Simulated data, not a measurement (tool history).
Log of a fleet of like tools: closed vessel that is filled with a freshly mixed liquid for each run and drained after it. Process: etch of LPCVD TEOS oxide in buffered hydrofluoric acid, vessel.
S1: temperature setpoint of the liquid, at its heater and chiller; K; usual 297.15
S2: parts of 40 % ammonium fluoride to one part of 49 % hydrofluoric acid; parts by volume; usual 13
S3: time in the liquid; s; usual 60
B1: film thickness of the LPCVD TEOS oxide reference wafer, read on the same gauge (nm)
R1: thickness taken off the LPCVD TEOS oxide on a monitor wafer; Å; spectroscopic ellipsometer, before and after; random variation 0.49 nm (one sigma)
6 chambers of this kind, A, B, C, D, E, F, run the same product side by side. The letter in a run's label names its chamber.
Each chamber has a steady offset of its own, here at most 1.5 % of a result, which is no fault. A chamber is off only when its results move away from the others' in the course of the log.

{"run": "1E", "hour": 2.8, "S1": 297.15, "S2": 13, "S3": 60, "B1": 150.02, "R1": 832.86}
{"run": "2B", "hour": 6.3, "S1": 297.15, "S2": 13, "S3": 60, "B1": 150.01, "R1": 842.57}
{"run": "3D", "hour": 8.3, "S1": 297.15, "S2": 13, "S3": 60, "B1": 149.98, "R1": 850.94}
{"run": "4A", "hour": 11.9, "S1": 297.15, "S2": 13, "S3": 60, "B1": 149.94, "R1": 836.29}
{"run": "5C", "hour": 14.5, "S1": 297.15, "S2": 13, "S3": 60, "B1": 150.03, "R1": 829.78}
{"run": "6F", "hour": 17.5, "S1": 297.15, "S2": 13, "S3": 60, "B1": 150.0, "R1": 828.38}
{"run": "7C", "hour": 19.9, "S1": 297.15, "S2": 13, "S3": 60, "B1": 149.99, "R1": 830.71}
{"run": "8E", "hour": 23.5, "S1": 300.15, "S2": 13, "S3": 30, "B1": 149.93, "R1": 496.88}
{"run": "9B", "hour": 27.0, "S1": 300.15, "S2": 13, "S3": 30, "B1": 150.0, "R1": 496.22}
{"run": "10F", "hour": 30.2, "S1": 300.15, "S2": 13, "S3": 30, "B1": 149.99, "R1": 486.68}
{"run": "11A", "hour": 34.4, "S1": 300.15, "S2": 13, "S3": 30, "B1": 149.95, "R1": 486.66}
{"run": "12D", "hour": 37.2, "S1": 300.15, "S2": 13, "S3": 30, "B1": 149.97, "R1": 495.01}
{"run": "13E", "hour": 39.1, "S1": 300.15, "S2": 13, "S3": 30, "B1": 150.01, "R1": 491.94}
{"run": "14D", "hour": 42.7, "S1": 297.15, "S2": 13, "S3": 60, "B1": 150.07, "R1": 843.18}
{"run": "15C", "hour": 46.1, "S1": 297.15, "S2": 13, "S3": 60, "B1": 149.98, "R1": 835.24}
{"run": "16F", "hour": 48.1, "S1": 300.65, "S2": 16, "S3": 60, "B1": 150.01, "R1": 804.4}
{"run": "17B", "hour": 52.3, "S1": 300.65, "S2": 16, "S3": 60, "B1": 150.0, "R1": 822.67}
{"run": "18A", "hour": 54.4, "S1": 300.65, "S2": 16, "S3": 60, "B1": 150.02, "R1": 813.66}
{"run": "19D", "hour": 57.1, "S1": 300.65, "S2": 16, "S3": 60, "B1": 150.01, "R1": 837.9}
{"run": "20E", "hour": 59.6, "S1": 300.65, "S2": 16, "S3": 60, "B1": 150.01, "R1": 814.93}
{"run": "21F", "hour": 63.8, "S1": 300.65, "S2": 16, "S3": 60, "B1": 150.04, "R1": 814.23}
{"run": "22C", "hour": 65.7, "S1": 297.15, "S2": 13, "S3": 60, "B1": 150.0, "R1": 836.11}
{"run": "23A", "hour": 68.7, "S1": 297.15, "S2": 18, "S3": 60, "B1": 149.99, "R1": 605.53}
{"run": "24B", "hour": 72.7, "S1": 297.15, "S2": 18, "S3": 60, "B1": 150.02, "R1": 603.9}
{"run": "25F", "hour": 75.4, "S1": 297.15, "S2": 18, "S3": 60, "B1": 150.02, "R1": 596.63}
{"run": "26D", "hour": 77.8, "S1": 297.15, "S2": 18, "S3": 60, "B1": 150.01, "R1": 614.63}
{"run": "27C", "hour": 79.8, "S1": 297.15, "S2": 18, "S3": 60, "B1": 150.03, "R1": 602.54}
{"run": "28A", "hour": 82.3, "S1": 297.15, "S2": 18, "S3": 60, "B1": 149.95, "R1": 601.13}
{"run": "29E", "hour": 86.1, "S1": 297.15, "S2": 13, "S3": 30, "B1": 149.96, "R1": 415.27}
{"run": "30B", "hour": 88.0, "S1": 297.15, "S2": 13, "S3": 30, "B1": 150.03, "R1": 418.98}
{"hour": 90.0, "done": "chamber D: hydrofluoric acid flow meter replaced"}
{"run": "31B", "hour": 90.6, "S1": 297.15, "S2": 13, "S3": 30, "B1": 150.0, "R1": 419.12}
{"run": "32A", "hour": 93.1, "S1": 297.15, "S2": 13, "S3": 30, "B1": 150.04, "R1": 410.68}
{"run": "33E", "hour": 95.6, "S1": 297.15, "S2": 13, "S3": 30, "B1": 149.99, "R1": 411.85}
{"run": "34C", "hour": 98.7, "S1": 297.15, "S2": 13, "S3": 30, "B1": 150.02, "R1": 414.36}
{"run": "35F", "hour": 102.0, "S1": 297.15, "S2": 13, "S3": 60, "B1": 150.02, "R1": 824.67}
{"run": "36D", "hour": 104.6, "S1": 300.15, "S2": 16, "S3": 60, "B1": 150.06, "R1": 808.26}
{"run": "37C", "hour": 108.5, "S1": 300.15, "S2": 16, "S3": 60, "B1": 150.0, "R1": 803.4}
{"run": "38E", "hour": 111.6, "S1": 300.15, "S2": 16, "S3": 60, "B1": 150.03, "R1": 803.01}
{"run": "39F", "hour": 114.2, "S1": 300.15, "S2": 16, "S3": 60, "B1": 149.98, "R1": 791.09}

Next, every chamber runs the same settings. What will each give?
{"run": "40A", "hour": 117.3, "S1": 297.15, "S2": 13, "S3": 30, "R1": "?"}
{"run": "40B", "hour": 117.3, "S1": 297.15, "S2": 13, "S3": 30, "R1": "?"}
{"run": "40C", "hour": 117.3, "S1": 297.15, "S2": 13, "S3": 30, "R1": "?"}
{"run": "40D", "hour": 117.3, "S1": 297.15, "S2": 13, "S3": 30, "R1": "?"}
{"run": "40E", "hour": 117.3, "S1": 297.15, "S2": 13, "S3": 30, "R1": "?"}
{"run": "40F", "hour": 117.3, "S1": 297.15, "S2": 13, "S3": 30, "R1": "?"}

run=40A R1=412.13
run=40B R1=420.49
run=40C R1=416.60
run=40D R1=420.43
run=40E R1=416.94
run=40F R1=412.08

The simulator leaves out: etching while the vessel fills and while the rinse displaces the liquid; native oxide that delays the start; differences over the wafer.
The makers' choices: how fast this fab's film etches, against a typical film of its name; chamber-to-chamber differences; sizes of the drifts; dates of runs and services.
